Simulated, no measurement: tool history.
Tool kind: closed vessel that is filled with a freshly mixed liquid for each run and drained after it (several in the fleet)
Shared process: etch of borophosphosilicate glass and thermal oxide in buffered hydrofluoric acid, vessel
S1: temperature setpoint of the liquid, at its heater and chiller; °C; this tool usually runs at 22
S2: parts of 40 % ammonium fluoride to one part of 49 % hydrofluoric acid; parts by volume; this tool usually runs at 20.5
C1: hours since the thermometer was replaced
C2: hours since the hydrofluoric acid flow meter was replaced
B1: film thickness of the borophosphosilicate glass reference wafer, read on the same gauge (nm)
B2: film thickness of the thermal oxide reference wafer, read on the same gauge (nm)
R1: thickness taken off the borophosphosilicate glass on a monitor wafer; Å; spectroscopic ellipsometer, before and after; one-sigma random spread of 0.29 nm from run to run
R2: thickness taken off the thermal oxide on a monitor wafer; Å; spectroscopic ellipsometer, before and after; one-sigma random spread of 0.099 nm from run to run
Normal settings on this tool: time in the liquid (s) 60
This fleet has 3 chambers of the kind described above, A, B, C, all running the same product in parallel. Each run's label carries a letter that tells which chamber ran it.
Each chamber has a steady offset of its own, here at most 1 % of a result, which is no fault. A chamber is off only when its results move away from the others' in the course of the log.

Run 1B, hour 7.8: usual settings; C1 673.8; C2 731.8; B1 50.021; B2 109.96. Result: R1 660.64 Å, R2 305.52 Å.
Run 2C, hour 15.0: usual settings; C1 1474.6; C2 1241.6; B1 50.004; B2 109.97. Result: R1 668.41 Å, R2 306.24 Å.
Run 3A, hour 21.1: usual settings; C1 1512.8; C2 776.2; B1 50.016; B2 110.04. Result: R1 664.93 Å, R2 303.61 Å.
Run 4B, hour 29.5: usual settings; C1 695.5; C2 753.5; B1 49.971; B2 110.05. Result: R1 667.74 Å, R2 306.86 Å.
Run 5A, hour 35.8: usual settings; C1 1527.5; C2 790.9; B1 49.979; B2 110.00. Result: R1 663.66 Å, R2 301.36 Å.
Run 6C, hour 46.0: usual settings; C1 1505.6; C2 1272.6; B1 50.003; B2 109.99. Result: R1 665.06 Å, R2 304.52 Å.
Run 7A, hour 56.0: usual settings; C1 1547.7; C2 811.1; B1 49.998; B2 109.97. Result: R1 667.97 Å, R2 302.97 Å.
Run 8B, hour 61.5: usual settings; C1 727.5; C2 785.5; B1 49.973; B2 109.99. Result: R1 667.58 Å, R2 306.00 Å.
Run 9C, hour 68.9: usual settings; C1 1528.5; C2 1295.5; B1 50.006; B2 110.00. Result: R1 666.11 Å, R2 304.74 Å.
Run 10C, hour 78.1: usual settings; C1 1537.7; C2 1304.7; B1 49.972; B2 109.99. Result: R1 668.83 Å, R2 304.39 Å.
Run 11B, hour 83.1: usual settings but time in the liquid (s) 80; C1 749.1; C2 807.1; B1 50.002; B2 110.02. Result: R1 889.37 Å, R2 405.90 Å.
Run 12A, hour 88.8: usual settings but time in the liquid (s) 80; C1 1580.5; C2 843.9; B1 49.964; B2 110.03. Result: R1 882.47 Å, R2 403.38 Å.
Run 13B, hour 96.2: usual settings but time in the liquid (s) 80; C1 762.2; C2 820.2; B1 49.992; B2 110.05. Result: R1 886.12 Å, R2 408.58 Å.
Run 14C, hour 103.8: usual settings but S1 18 °C; C1 1563.4; C2 1330.4; B1 50.022; B2 110.02. Result: R1 537.82 Å, R2 245.59 Å.
Run 15A, hour 114.0: usual settings but S1 18 °C; C1 1605.7; C2 869.1; B1 49.974; B2 110.03. Result: R1 536.77 Å, R2 242.69 Å.
Run 16C, hour 122.8: usual settings but S1 18 °C; C1 1582.4; C2 1349.4; B1 50.056; B2 110.00. Result: R1 532.12 Å, R2 244.17 Å.
Run 17B, hour 131.7: usual settings; C1 797.7; C2 855.7; B1 49.957; B2 109.99. Result: R1 665.36 Å, R2 305.39 Å.
Run 18A, hour 136.4: usual settings; C1 1628.1; C2 891.5; B1 49.999; B2 109.97. Result: R1 666.42 Å, R2 303.78 Å.
Run 19A, hour 142.7: usual settings; C1 1634.4; C2 897.8; B1 50.023; B2 109.99. Result: R1 663.54 Å, R2 303.83 Å.
Run 20B, hour 150.5: usual settings; C1 816.5; C2 874.5; B1 49.992; B2 109.98. Result: R1 665.28 Å, R2 305.68 Å.
Run 21C, hour 158.7: usual settings; C1 1618.3; C2 1385.3; B1 49.968; B2 109.99. Result: R1 668.97 Å, R2 305.57 Å.
Run 22A, hour 166.8: usual settings; C1 1658.5; C2 921.9; B1 50.070; B2 109.99. Result: R1 665.97 Å, R2 303.66 Å.
Run 23B, hour 172.2: usual settings; C1 838.2; C2 896.2; B1 49.992; B2 109.98. Result: R1 660.85 Å, R2 306.25 Å.
Run 24C, hour 177.0: usual settings; C1 1636.6; C2 1403.6; B1 49.982; B2 110.01. Result: R1 662.99 Å, R2 306.83 Å.
Run 25C, hour 182.7: usual settings; C1 1642.3; C2 1409.3; B1 50.008; B2 110.00. Result: R1 669.72 Å, R2 305.71 Å.
Run 26B, hour 190.3: usual settings; C1 856.3; C2 914.3; B1 50.010; B2 110.04. Result: R1 667.47 Å, R2 306.78 Å.
Run 27A, hour 195.2: usual settings; C1 1686.9; C2 950.3; B1 49.991; B2 110.01. Result: R1 659.46 Å, R2 304.24 Å.
Run 28A, hour 200.5: usual settings but S2 13.0 parts by volume, time in the liquid (s) 75; C1 1692.2; C2 955.6; B1 50.010; B2 110.04. Result: R1 1297.90 Å, R2 585.75 Å.
Run 29B, hour 208.3: usual settings but S2 13.0 parts by volume, time in the liquid (s) 75; C1 874.3; C2 932.3; B1 49.997; B2 110.00. Result: R1 1301.30 Å, R2 600.16 Å.
Run 30C, hour 216.3: usual settings but S2 13.0 parts by volume, time in the liquid (s) 75; C1 1675.9; C2 1442.9; B1 50.047; B2 110.02. Result: R1 1289.70 Å, R2 587.86 Å.
Run 31C, hour 225.0: usual settings but S1 25 °C, time in the liquid (s) 90; C1 1684.6; C2 1451.6; B1 50.028; B2 109.97. Result: R1 1184.10 Å, R2 536.56 Å.
Run 32A, hour 229.8: usual settings but S1 25 °C, time in the liquid (s) 90; C1 1721.5; C2 984.9; B1 50.008; B2 110.02. Result: R1 1169.30 Å, R2 537.00 Å.
Run 33B, hour 238.3: usual settings but S1 25 °C, time in the liquid (s) 90; C1 904.3; C2 962.3; B1 50.011; B2 109.99. Result: R1 1177.00 Å, R2 545.48 Å.

Has any chamber moved away from the others, gradually or after a service, or does the common gauge drift, or do the chambers differ only by their own small steady offsets? State the chamber and the most likely cause if one applies.

All chambers stay in line apart from their small fixed offsets, and the gauge does not drift.
